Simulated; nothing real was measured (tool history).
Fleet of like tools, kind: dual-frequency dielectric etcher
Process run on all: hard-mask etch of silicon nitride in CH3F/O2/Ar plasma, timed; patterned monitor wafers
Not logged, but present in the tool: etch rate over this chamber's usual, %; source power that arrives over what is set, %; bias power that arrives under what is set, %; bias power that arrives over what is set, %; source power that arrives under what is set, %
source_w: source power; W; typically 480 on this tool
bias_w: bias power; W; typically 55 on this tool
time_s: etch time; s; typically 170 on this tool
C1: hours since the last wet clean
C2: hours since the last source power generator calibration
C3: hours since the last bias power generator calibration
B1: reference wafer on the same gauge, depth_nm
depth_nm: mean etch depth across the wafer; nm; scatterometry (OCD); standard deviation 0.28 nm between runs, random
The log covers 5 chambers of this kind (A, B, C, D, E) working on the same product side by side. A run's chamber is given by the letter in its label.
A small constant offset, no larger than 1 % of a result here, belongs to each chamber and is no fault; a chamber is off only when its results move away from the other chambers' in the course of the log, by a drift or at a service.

At day 0.012: chamber C: wet clean of the chamber.
Run 1B, day 0.6: usual settings; C1 54.2; C2 1339.3; C3 2453.3; B1 116.04. Result: depth_nm 116.91 nm.
Run 2E, day 1.221: usual settings; C1 195.9; C2 79.7; C3 1247; B1 116.03. Result: depth_nm 117.79 nm.
At day 1.362: chamber D: wet clean of the chamber.
Run 3A, day 1.8: usual settings; C1 326.8; C2 1622.3; C3 456.7; B1 115.97. Result: depth_nm 116.08 nm.
Run 4D, day 2.362: usual settings; C1 24.1; C2 2960.1; C3 1242.6; B1 115.9. Result: depth_nm 117.08 nm.
Run 5C, day 2.858: usual settings; C1 68.4; C2 5057.3; C3 2883.2; B1 115.99. Result: depth_nm 118.13 nm.
Run 6D, day 3.25: usual settings but bias_w 44 W; C1 45.4; C2 2981.4; C3 1263.9; B1 116.02. Result: depth_nm 109.46 nm.
Run 7E, day 3.896: usual settings but bias_w 44 W; C1 260.1; C2 143.9; C3 1311.2; B1 115.98. Result: depth_nm 109.67 nm.
Run 8C, day 4.529: usual settings but bias_w 44 W; C1 108.5; C2 5097.4; C3 2923.3; B1 116.04. Result: depth_nm 110.05 nm.
Run 9A, day 5.083: usual settings but bias_w 44 W; C1 405.6; C2 1701.1; C3 535.5; B1 116.02. Result: depth_nm 108.4 nm.
Run 10B, day 5.475: usual settings but bias_w 44 W; C1 171.2; C2 1456.3; C3 2570.3; B1 116.07. Result: depth_nm 109.23 nm.
Run 11B, day 5.808: usual settings; C1 179.2; C2 1464.3; C3 2578.3; B1 116.01. Result: depth_nm 116.82 nm.
Run 12E, day 6.242: usual settings but bias_w 51 W; C1 316.4; C2 200.2; C3 1367.5; B1 116.03. Result: depth_nm 114.87 nm.
Run 13D, day 6.767: usual settings but bias_w 51 W; C1 129.8; C2 3065.8; C3 1348.3; B1 116.1. Result: depth_nm 114.63 nm.
Run 14A, day 7.329: usual settings but bias_w 51 W; C1 459.5; C2 1755; C3 589.4; B1 116.01. Result: depth_nm 114.09 nm.
Run 15C, day 7.942: usual settings but bias_w 51 W; C1 190.4; C2 5179.3; C3 3005.2; B1 116. Result: depth_nm 115.12 nm.
Run 16B, day 8.467: usual settings but bias_w 51 W; C1 243; C2 1528.1; C3 2642.1; B1 115.97. Result: depth_nm 114.41 nm.
At day 8.617: chamber A: wet clean of the chamber.
Run 17A, day 8.792: usual settings; C1 4.3; C2 1790.1; C3 624.5; B1 116.01. Result: depth_nm 120.74 nm.
Run 18C, day 9.217: usual settings but source_w 580 W; C1 221; C2 5209.9; C3 3035.8; B1 115.99. Result: depth_nm 126.95 nm.
Run 19E, day 9.812: usual settings but source_w 580 W; C1 402.1; C2 285.9; C3 1453.2; B1 116.01. Result: depth_nm 126.89 nm.
Run 20D, day 10.146: usual settings but source_w 580 W; C1 210.9; C2 3146.9; C3 1429.4; B1 116.01. Result: depth_nm 125.69 nm.
Run 21A, day 10.567: usual settings but source_w 580 W; C1 46.9; C2 1832.7; C3 667.1; B1 115.99. Result: depth_nm 129.65 nm.
Run 22B, day 11.133: usual settings but source_w 580 W; C1 307; C2 1592.1; C3 2706.1; B1 115.92. Result: depth_nm 126.09 nm.
At day 11.196: chamber E: wet clean of the chamber.
At day 11.375: chamber C: source power generator calibrated.
Run 23D, day 11.621: usual settings; C1 246.3; C2 3182.3; C3 1464.8; B1 116.02. Result: depth_nm 117.34 nm.
Run 24C, day 11.962: usual settings; C1 286.9; C2 14.1; C3 3101.7; B1 115.95. Result: depth_nm 118.37 nm.
At day 12.238: chamber C: bias power generator calibrated.
Run 25E, day 12.317: usual settings; C1 26.9; C2 346; C3 1513.3; B1 116.06. Result: depth_nm 117.37 nm.
Run 26B, day 12.792: usual settings; C1 346.8; C2 1631.9; C3 2745.9; B1 116.02. Result: depth_nm 117.19 nm.
Run 27E, day 13.188: usual settings but source_w 440 W, time_s 193.5 s; C1 47.8; C2 366.9; C3 1534.2; B1 115.98. Result: depth_nm 129.18 nm.
At day 13.45: chamber B: source power generator calibrated.
Run 28C, day 13.583: usual settings but source_w 440 W, time_s 193.5 s; C1 325.8; C2 53; C3 32.3; B1 115.98. Result: depth_nm 129.77 nm.
Run 29A, day 14.221: usual settings but source_w 440 W, time_s 193.5 s; C1 134.6; C2 1920.4; C3 754.8; B1 115.93. Result: depth_nm 131.95 nm.
Run 30D, day 14.721: usual settings but source_w 440 W, time_s 193.5 s; C1 320.7; C2 3256.7; C3 1539.2; B1 116.02. Result: depth_nm 128.53 nm.
Run 31E, day 15.221: usual settings but source_w 440 W, time_s 193.5 s; C1 96.6; C2 415.7; C3 1583; B1 116.05. Result: depth_nm 129.69 nm.
Run 32B, day 15.858: usual settings; C1 420.4; C2 57.8; C3 2819.5; B1 115.98. Result: depth_nm 117.06 nm.
Run 33C, day 16.304: usual settings; C1 391.1; C2 118.3; C3 97.6; B1 115.99. Result: depth_nm 118.29 nm.
Run 34D, day 16.95: usual settings; C1 374.2; C2 3310.2; C3 1592.7; B1 116.05. Result: depth_nm 116.65 nm.
Run 35A, day 17.533: usual settings; C1 214.1; C2 1999.9; C3 834.3; B1 116.03. Result: depth_nm 119.89 nm.
Run 36B, day 17.812: usual settings; C1 467.3; C2 104.7; C3 2866.4; B1 116.07. Result: depth_nm 117 nm.
Run 37D, day 18.154: usual settings but source_w 440 W; C1 403.1; C2 3339.1; C3 1621.6; B1 115.99. Result: depth_nm 113.66 nm.
Run 38E, day 18.546: usual settings but source_w 440 W; C1 176.4; C2 495.5; C3 1662.8; B1 115.99. Result: depth_nm 113.68 nm.
Run 39A, day 18.9: usual settings but source_w 440 W; C1 246.9; C2 2032.7; C3 867.1; B1 116. Result: depth_nm 116.33 nm.
Run 40C, day 19.354: usual settings but source_w 440 W; C1 464.3; C2 191.5; C3 170.8; B1 116.04. Result: depth_nm 113.94 nm.
Run 41A, day 20.004: usual settings but source_w 440 W; C1 273.4; C2 2059.2; C3 893.6; B1 116.12. Result: depth_nm 116.71 nm.
Run 42E, day 20.612: usual settings; C1 226; C2 545.1; C3 1712.4; B1 115.96. Result: depth_nm 117.2 nm.

Decide between three cases: one chamber stands off from its peers, the gauge reading all wafers drifts, or nothing is wrong past each chamber's small offset. Where a chamber is off, say which and what most likely put it there.

After it was serviced, chamber A no longer matches the other chambers.
Cause: etch rate over this chamber's usual, % = 3.4.

Below are 4 candidate recipes for chamber A's next run, each the usual settings with a change, their results shown as question marks. Which of them brings A's results back in line with what the other chambers give on the usual settings?
To be in line, a result may differ from the other chambers' mean on the usual settings by at most: depth_nm 0.99 nm
Run 43A-1, day 21.079: usual settings but time_s 174 s. Result: depth_nm ?.
Run 43A-2, day 21.079: usual settings but time_s 171.5 s. Result: depth_nm ?.
Run 43A-3, day 21.079: usual settings but time_s 168.5 s. Result: depth_nm ?.
Run 43A-4, day 21.079: usual settings but bias_w 51 W. Result: depth_nm ?.

Mean of the other chambers on the usual settings: depth_nm 117.39 nm
  run  depth_nm
43A-1    123.02
43A-2    121.25
43A-3    119.13
43A-4    117.39
43A-4 puts the chamber back in line with the other chambers.
